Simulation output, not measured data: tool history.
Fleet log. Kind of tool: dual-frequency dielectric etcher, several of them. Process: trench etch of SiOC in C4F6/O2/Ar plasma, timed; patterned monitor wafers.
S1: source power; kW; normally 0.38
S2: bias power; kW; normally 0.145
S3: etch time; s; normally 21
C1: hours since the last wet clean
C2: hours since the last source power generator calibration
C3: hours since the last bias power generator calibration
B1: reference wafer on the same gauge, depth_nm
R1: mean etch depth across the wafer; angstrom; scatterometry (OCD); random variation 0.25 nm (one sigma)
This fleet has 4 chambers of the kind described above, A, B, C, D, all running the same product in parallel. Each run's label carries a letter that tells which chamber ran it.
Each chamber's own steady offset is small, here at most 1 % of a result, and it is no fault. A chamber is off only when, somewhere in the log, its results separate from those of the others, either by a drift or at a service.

run	hour	S1	S2	S3	C1	C2	C3	B1	R1
1A	6.9	0.38	0.145	21	355.2	2249.8	2192.8	44.668	400.13
2D	21.4	0.38	0.145	21	266.7	2002.3	648.8	44.691	396.05
3C	33.9	0.38	0.145	21	242.3	2213.7	4385.8	44.778	403.47
4B	48.8	0.38	0.145	21	141.9	3583.4	1439.8	44.746	399.5
5C	55.8	0.38	0.145	21	264.2	2235.6	4407.7	44.659	403.64
6A	64.2	0.38	0.145	21	412.5	2307.1	2250.1	44.721	394.53
7B	75.2	0.38	0.145	21	168.3	3609.8	1466.2	44.722	395.12
8D	90.6	0.38	0.166	16	335.9	2071.5	718	44.727	320.59
# hour 99.3: chamber A: wet clean of the chamber
9C	105.8	0.38	0.166	16	314.2	2285.6	4457.7	44.677	321.69
10B	112.7	0.38	0.166	16	205.8	3647.3	1503.7	44.636	320.78
11A	123.4	0.38	0.166	16	24.2	2366.3	2309.3	44.672	314.9
12D	135	0.38	0.145	21	380.3	2115.9	762.4	44.666	397.19
13C	144.1	0.38	0.145	16	352.5	2323.9	4496	44.756	306.47
14A	153.6	0.38	0.145	16	54.4	2396.5	2339.5	44.639	303.66
15D	161.1	0.38	0.145	16	406.4	2142	788.5	44.705	301.66
16B	169.1	0.38	0.145	16	262.2	3703.7	1560.1	44.751	304.05
17D	177.4	0.38	0.145	21	422.7	2158.3	804.8	44.671	401.82
18C	188.2	0.38	0.145	21	396.6	2368	4540.1	44.715	399.23
19B	197.6	0.38	0.145	17	290.7	3732.2	1588.6	44.714	319.77
# hour 198.8: chamber C: wet clean of the chamber
20A	206.8	0.38	0.145	17	107.6	2449.7	2392.7	44.688	321.38
21C	214.8	0.38	0.145	17	16	2394.6	4566.7	44.675	323.96
22A	222.9	0.38	0.145	17	123.7	2465.8	2408.8	44.697	321.02
23D	234.6	0.38	0.145	21	479.9	2215.5	862	44.665	395.83
24B	243.3	0.38	0.145	21	336.4	3777.9	1634.3	44.736	398.45
25C	252.2	0.38	0.145	21	53.4	2432	4604.1	44.734	400.61
# hour 258.5: chamber C: source power generator calibrated
26B	267.1	0.38	0.173	18	360.2	3801.7	1658.1	44.704	361.95
27D	274.5	0.38	0.173	18	519.8	2255.4	901.9	44.725	358.16
# hour 280.4: chamber D: wet clean of the chamber
28A	281.8	0.38	0.173	18	182.6	2524.7	2467.7	44.692	355.59
29C	290.7	0.38	0.173	18	91.9	32.3	4642.6	44.705	365.49
30B	305.6	0.38	0.16	16	398.7	3840.2	1696.6	44.654	313.17
# hour 314.4: chamber B: wet clean of the chamber
31A	319	0.38	0.16	16	219.8	2561.9	2504.9	44.743	315.41
32D	328.7	0.38	0.16	16	48.3	2309.6	956.1	44.733	300.29
33C	340	0.38	0.16	16	141.2	81.6	4691.9	44.626	316.83
34A	347.8	0.38	0.145	21	248.6	2590.7	2533.7	44.807	392.74
35B	362.2	0.38	0.145	21	47.8	3896.8	1753.2	44.648	402.04
36D	371.8	0.38	0.145	21	91.4	2352.7	999.2	44.691	384.16
37B	379.3	0.38	0.145	21	64.9	3913.9	1770.3	44.748	397.3
38D	389.2	0.38	0.145	21	108.8	2370.1	1016.6	44.689	378.97
39A	397.7	0.38	0.145	21	298.5	2640.6	2583.6	44.71	394.29
40C	405	0.38	0.145	21	206.2	146.6	4756.9	44.681	398.85
41A	412.7	0.38	0.145	21	313.5	2655.6	2598.6	44.652	395.34
42B	424.4	0.38	0.145	21	110	3959	1815.4	44.729	401.35
43C	433.3	0.38	0.145	21	234.5	174.9	4785.2	44.742	400.09
44D	443.9	0.38	0.145	21	163.5	2424.8	1071.3	44.665	382.95

Has any chamber moved away from the others, gradually or after a service, or does the common gauge drift, or do the chambers differ only by their own small steady offsets? State the chamber and the most likely cause if one applies.

A service on chamber D put it out of line with the rest.
Cause: etch rate under this chamber's usual, % = 4.47.

Here are 4 candidates for chamber D's next run, each the usual settings with a change, their results left as question marks. Which one brings its results back in line with what the others give on the usual settings?
In line means no further than this from the other chambers' mean on the usual settings: R1 8.8 angstrom
45D-1	454.9	0.37	0.143	19.5					?
45D-2	454.9	0.42	0.145	21					?
45D-3	454.9	0.38	0.185	21					?
45D-4	454.9	0.34	0.145	21					?

Mean of the other chambers on the usual settings: R1 397.89 angstrom
run	R1
45D-1	349.41
45D-2	397.37
45D-3	412.32
45D-4	365.45
45D-2 is the one that brings the chamber's results back in line with the other chambers.

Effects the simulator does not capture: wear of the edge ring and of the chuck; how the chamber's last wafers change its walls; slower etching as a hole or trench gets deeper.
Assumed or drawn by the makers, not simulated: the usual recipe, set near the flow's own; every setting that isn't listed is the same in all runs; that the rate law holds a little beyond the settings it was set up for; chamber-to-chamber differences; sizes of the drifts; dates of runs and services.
